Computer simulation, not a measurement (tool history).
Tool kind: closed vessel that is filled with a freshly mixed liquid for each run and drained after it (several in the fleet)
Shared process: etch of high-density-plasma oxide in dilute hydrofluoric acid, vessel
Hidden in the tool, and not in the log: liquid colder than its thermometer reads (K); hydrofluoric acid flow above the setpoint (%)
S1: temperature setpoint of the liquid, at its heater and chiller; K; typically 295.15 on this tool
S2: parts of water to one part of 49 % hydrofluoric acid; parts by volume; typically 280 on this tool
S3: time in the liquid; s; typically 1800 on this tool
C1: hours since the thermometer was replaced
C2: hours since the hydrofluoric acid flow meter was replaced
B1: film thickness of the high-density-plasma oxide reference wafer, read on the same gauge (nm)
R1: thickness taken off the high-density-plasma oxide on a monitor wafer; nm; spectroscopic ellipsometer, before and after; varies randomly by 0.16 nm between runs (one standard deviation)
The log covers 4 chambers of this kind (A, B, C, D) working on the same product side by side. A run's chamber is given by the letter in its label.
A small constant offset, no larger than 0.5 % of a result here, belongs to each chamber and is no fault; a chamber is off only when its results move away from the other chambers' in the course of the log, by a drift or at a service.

| run | day | S1 | S2 | S3 | C1 | C2 | B1 | R1 |
|---|---|---|---|---|---|---|---|---|
| 1B | 0.2 | 295.15 | 280 | 1800 | 697.1 | 608.3 | 79.993 | 26.184 |
| 2A | 0.329 | 295.15 | 280 | 1800 | 563.7 | 1928.3 | 79.983 | 26.078 |
| 3D | 0.442 | 295.15 | 280 | 1800 | 27.7 | 603.9 | 80 | 26.329 |
| 4C | 0.592 | 295.15 | 280 | 1800 | 670.9 | 113 | 79.996 | 26.346 |
| 5A | 0.725 | 295.15 | 280 | 1800 | 573.2 | 1937.8 | 80.003 | 26.295 |
| 6B | 0.908 | 295.15 | 280 | 1800 | 714.1 | 625.3 | 80.021 | 26.049 |
| 7D | 1.058 | 295.15 | 280 | 1800 | 42.5 | 618.7 | 80.017 | 26.332 |
| 8C | 1.167 | 295.15 | 280 | 1800 | 684.7 | 126.8 | 79.984 | 26.145 |
| 9B | 1.321 | 295.15 | 280 | 1800 | 724 | 635.2 | 79.991 | 26.349 |
| 10D | 1.529 | 291.65 | 175 | 1800 | 53.8 | 630 | 79.977 | 41.479 |
| 11C | 1.729 | 291.65 | 175 | 1800 | 698.2 | 140.3 | 80.011 | 41.282 |
| 12A | 1.821 | 291.65 | 175 | 1800 | 599.5 | 1964.1 | 79.986 | 40.688 |
| 13D | 2 | 291.65 | 175 | 1800 | 65.1 | 641.3 | 80.001 | 41.634 |
| 14B | 2.117 | 295.15 | 280 | 1800 | 743.1 | 654.3 | 79.992 | 26.014 |
| 15C | 2.279 | 295.15 | 280 | 1800 | 711.4 | 153.5 | 79.986 | 26.121 |
| 16A | 2.454 | 295.15 | 280 | 1800 | 614.7 | 1979.3 | 79.992 | 26.34 |
| 17B | 2.658 | 295.15 | 280 | 1800 | 756.1 | 667.3 | 80.001 | 25.898 |
| 18A | 2.808 | 295.15 | 280 | 1800 | 623.2 | 1987.8 | 79.969 | 26.075 |
| 19D | 2.975 | 295.15 | 280 | 1800 | 88.5 | 664.7 | 79.999 | 26.271 |
| 20C | 3.112 | 295.15 | 280 | 1800 | 731.4 | 173.5 | 80.013 | 26.304 |
| 21A | 3.325 | 295.15 | 280 | 1800 | 635.6 | 2000.2 | 80.019 | 26.175 |
| 22C | 3.517 | 295.15 | 280 | 1800 | 741.1 | 183.2 | 79.993 | 26.391 |
| 23D | 3.683 | 298.65 | 405 | 1800 | 105.5 | 681.7 | 80.016 | 18.209 |
| 24B | 3.829 | 298.65 | 405 | 1800 | 784.2 | 695.4 | 79.996 | 18.235 |
| 25B | 3.946 | 298.65 | 405 | 1800 | 787 | 698.2 | 79.986 | 18.274 |
| 26A | 4.142 | 298.65 | 405 | 1800 | 655.2 | 2019.8 | 79.993 | 18.051 |
| 27D | 4.25 | 295.15 | 280 | 1800 | 119.1 | 695.3 | 80.011 | 26.418 |
| 28C | 4.35 | 295.15 | 280 | 1800 | 761.1 | 203.2 | 79.993 | 26.015 |
| 29C | 4.492 | 295.15 | 280 | 1800 | 764.5 | 206.6 | 79.993 | 26.467 |
| 30A | 4.642 | 295.15 | 280 | 1800 | 667.2 | 2031.8 | 80 | 26.104 |
| 31B | 4.746 | 295.15 | 280 | 1800 | 806.2 | 717.4 | 79.979 | 26.064 |
| 32D | 4.858 | 295.15 | 280 | 1800 | 133.7 | 709.9 | 80.012 | 26.466 |
| 33C | 5.058 | 295.15 | 280 | 1800 | 778.1 | 220.2 | 80.015 | 26.217 |
| 34B | 5.183 | 295.15 | 280 | 1800 | 816.7 | 727.9 | 80.008 | 26.345 |
| 35D | 5.317 | 295.15 | 280 | 1800 | 144.7 | 720.9 | 79.993 | 26.452 |
| 36A | 5.496 | 295.15 | 200 | 1800 | 687.7 | 2052.3 | 79.992 | 40.053 |
| 37D | 5.642 | 295.15 | 200 | 1800 | 152.5 | 728.7 | 79.99 | 40.3 |
| 38C | 5.746 | 295.15 | 200 | 1800 | 794.6 | 236.7 | 80.005 | 40.366 |
| 39B | 5.929 | 295.15 | 200 | 1800 | 834.6 | 745.8 | 80.002 | 39.548 |

Has any chamber moved away from the others, gradually or after a service, or does the common gauge drift, or do the chambers differ only by their own small steady offsets? State the chamber and the most likely cause if one applies.

Neither any chamber nor the gauge drifts; the chambers differ only by their own small, steady offsets.
